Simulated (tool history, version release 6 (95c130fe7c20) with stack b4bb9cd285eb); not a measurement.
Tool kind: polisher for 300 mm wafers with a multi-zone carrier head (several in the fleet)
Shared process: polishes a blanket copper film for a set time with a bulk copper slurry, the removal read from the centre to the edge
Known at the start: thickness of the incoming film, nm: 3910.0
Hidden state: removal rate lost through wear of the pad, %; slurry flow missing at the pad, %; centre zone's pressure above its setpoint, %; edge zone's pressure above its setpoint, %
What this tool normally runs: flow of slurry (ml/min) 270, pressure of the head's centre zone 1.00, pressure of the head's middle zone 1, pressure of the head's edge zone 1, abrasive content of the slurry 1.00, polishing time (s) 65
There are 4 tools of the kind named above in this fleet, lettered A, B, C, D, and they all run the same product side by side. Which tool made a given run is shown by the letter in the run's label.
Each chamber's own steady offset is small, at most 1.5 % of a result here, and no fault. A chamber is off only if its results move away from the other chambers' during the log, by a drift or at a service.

run    day  flow of slurry (ml/min)  pressure of the head's centre zone  pressure of the head's middle zone  pressure of the head's edge zone  abrasive content of the slurry  polishing time (s)  wafers polished on this pad  hours since the slurry nozzle was cleaned  hours since the centre zone pressure was calibrated  hours since the edge zone pressure was calibrated  film removed at the wafer's centre (angstrom)  film removed at mid-radius (angstrom)  film removed at the wafer's edge (angstrom)
     0.388  -- chamber C: worn pad replaced by a new one
 1A  0.400                      270                                1.00                                   1                                 1                            1.00                  65                          389                                      363.0                                                324.5                                               64.1                                         8963.7                                 8847.0                                       9063.7
 2B  0.742                      270                                1.00                                   1                                 1                            1.00                  65                          397                                       36.9                                                280.2                                              311.3                                         8826.3                                 8811.7                                       8554.9
 3C  1.008                      270                                1.00                                   1                                 1                            1.00                  65                          172                                      229.7                                                635.2                                              123.6                                         8957.3                                 8843.2                                       8923.1
     1.242  -- chamber D: worn pad replaced by a new one
 4D  1.312                      270                                1.00                                   1                                 1                            1.00                  65                           20                                      140.3                                                367.0                                              290.3                                         9079.6                                 8934.8                                       8877.9
     1.392  -- chamber C: slurry nozzle cleaned
     1.404  -- chamber B: worn pad replaced by a new one
 5D  1.671                      270                                1.07                                   1                                 1                            1.25                  65                          119                                      148.9                                                375.6                                              298.9                                        10401.0                                 9402.5                                       9341.7
 6C  1.917                      270                                1.07                                   1                                 1                            1.25                  65                          423                                       12.6                                                657.0                                              145.4                                        10035.0                                 9327.7                                       9394.2
 7A  2.271                      270                                1.07                                   1                                 1                            1.25                  65                          907                                      407.9                                                369.4                                              109.0                                        10064.0                                 9259.6                                       9369.7
 8B  2.621                      270                                1.07                                   1                                 1                            1.25                  65                          337                                       82.0                                                325.3                                              356.4                                        10070.0                                 9279.9                                       9273.3
     2.683  -- chamber A: worn pad replaced by a new one
     2.721  -- chamber C: worn pad replaced by a new one
 9D  2.867                      270                                1.00                                   1                                 1                            1.00                  65                          450                                      177.6                                                404.3                                              327.6                                         9136.5                                 8923.9                                       9109.9
10A  3.183                      270                                1.00                                   1                                 1                            1.00                  65                          138                                      429.8                                                391.3                                              130.9                                         8942.4                                 8644.3                                       9149.4
11C  3.425                      270                                1.00                                   1                                 1                            1.00                  65                          195                                       48.8                                                693.2                                              181.6                                         9035.6                                 8883.1                                       9089.9
     3.517  -- chamber B: worn pad replaced by a new one
12B  3.821                      270                                1.00                                   1                                 1                            1.00                  65                           85                                      110.8                                                354.1                                              385.2                                         8811.5                                 9062.9                                       8931.3
     3.871  -- chamber C: centre zone pressure recalibrated
13A  4.029                      270                                1.00                                   1                                 1                            1.00                  65                          372                                      450.1                                                411.6                                              151.2                                         8894.9                                 8909.5                                       9170.3
14D  4.392                      270                                1.00                                   1                                 1                            1.00                  65                          872                                      214.2                                                440.9                                              364.2                                         9097.7                                 8825.1                                       9227.3
15B  4.671                      270                                1.00                                   1                                 1                            1.00                  65                          320                                      131.2                                                374.5                                              405.6                                         8813.5                                 8895.3                                       8762.9
16C  5.058                      270                                1.00                                   1                                 1                            1.00                  65                          647                                       88.0                                                 28.5                                              220.8                                         9828.4                                 8861.9                                       8815.6
17A  5.279                      270                                1.00                                   1                                 1                            1.00                  65                          718                                      480.1                                                441.6                                              181.2                                         9017.3                                 8909.8                                       8848.0
     5.496  -- chamber B: centre zone pressure recalibrated
     5.512  -- chamber C: worn pad replaced by a new one
     5.633  -- chamber B: worn pad replaced by a new one
18B  5.683                      270                                1.00                                   1                                 1                            1.00                  80                           14                                      155.5                                                  4.5                                              429.9                                        10864.0                                11203.0                                      11064.0
19D  6.075                      270                                1.00                                   1                                 1                            1.00                  80                         1337                                      254.6                                                481.3                                              404.6                                        11281.0                                10831.0                                      11240.0
20C  6.500                      270                                1.00                                   1                                 1                            1.00                  80                          273                                      122.6                                                 63.1                                              255.4                                        12101.0                                11015.0                                      11081.0
     6.608  -- chamber A: worn pad replaced by a new one
     6.712  -- chamber D: worn pad replaced by a new one
21B  6.779                      270                                1.00                                   1                                 1                            1.00                  80                          317                                      181.8                                                 30.8                                              456.2                                        10860.0                                11022.0                                      10874.0
22C  7.012                      270                                1.00                                   1                                 1                            1.00                  65                          415                                      134.9                                                 75.4                                              267.7                                         9741.5                                 9045.6                                       8790.0
23D  7.279                      270                                1.00                                   1                                 1                            1.15                  65                          156                                      283.5                                                510.2                                              433.5                                         9187.2                                 9038.6                                       9397.4
24A  7.483                      270                                1.00                                   1                                 1                            1.15                  65                          242                                      533.0                                                494.5                                              234.1                                         9185.2                                 9137.7                                       9526.9
25A  7.821                      270                                1.00                                   1                                 1                            1.15                  65                          335                                      541.1                                                502.6                                              242.2                                         9112.2                                 9108.1                                       9082.3

The same settings go to every chamber for the next run, one line per chamber below. Forecast the results for each:
26A  8.133                      270                                1.00                                   1                                 1                            1.00                  65                                                                                                                                                                                                                              ?                                      ?                                            ?
26B  8.133                      270                                1.00                                   1                                 1                            1.00                  65                                                                                                                                                                                                                              ?                                      ?                                            ?
26C  8.133                      270                                1.00                                   1                                 1                            1.00                  65                                                                                                                                                                                                                              ?                                      ?                                            ?
26D  8.133                      270                                1.00                                   1                                 1                            1.00                  65                                                                                                                                                                                                                              ?                                      ?                                            ?

run  film removed at the wafer's centre (angstrom)  film removed at mid-radius (angstrom)  film removed at the wafer's edge (angstrom)
26A                                         8927.3                                 8846.0                                       9091.6
26B                                         8791.1                                 8912.3                                       8775.2
26C                                         9738.8                                 8951.5                                       9150.8
26D                                         9038.4                                 8859.9                                       9123.4

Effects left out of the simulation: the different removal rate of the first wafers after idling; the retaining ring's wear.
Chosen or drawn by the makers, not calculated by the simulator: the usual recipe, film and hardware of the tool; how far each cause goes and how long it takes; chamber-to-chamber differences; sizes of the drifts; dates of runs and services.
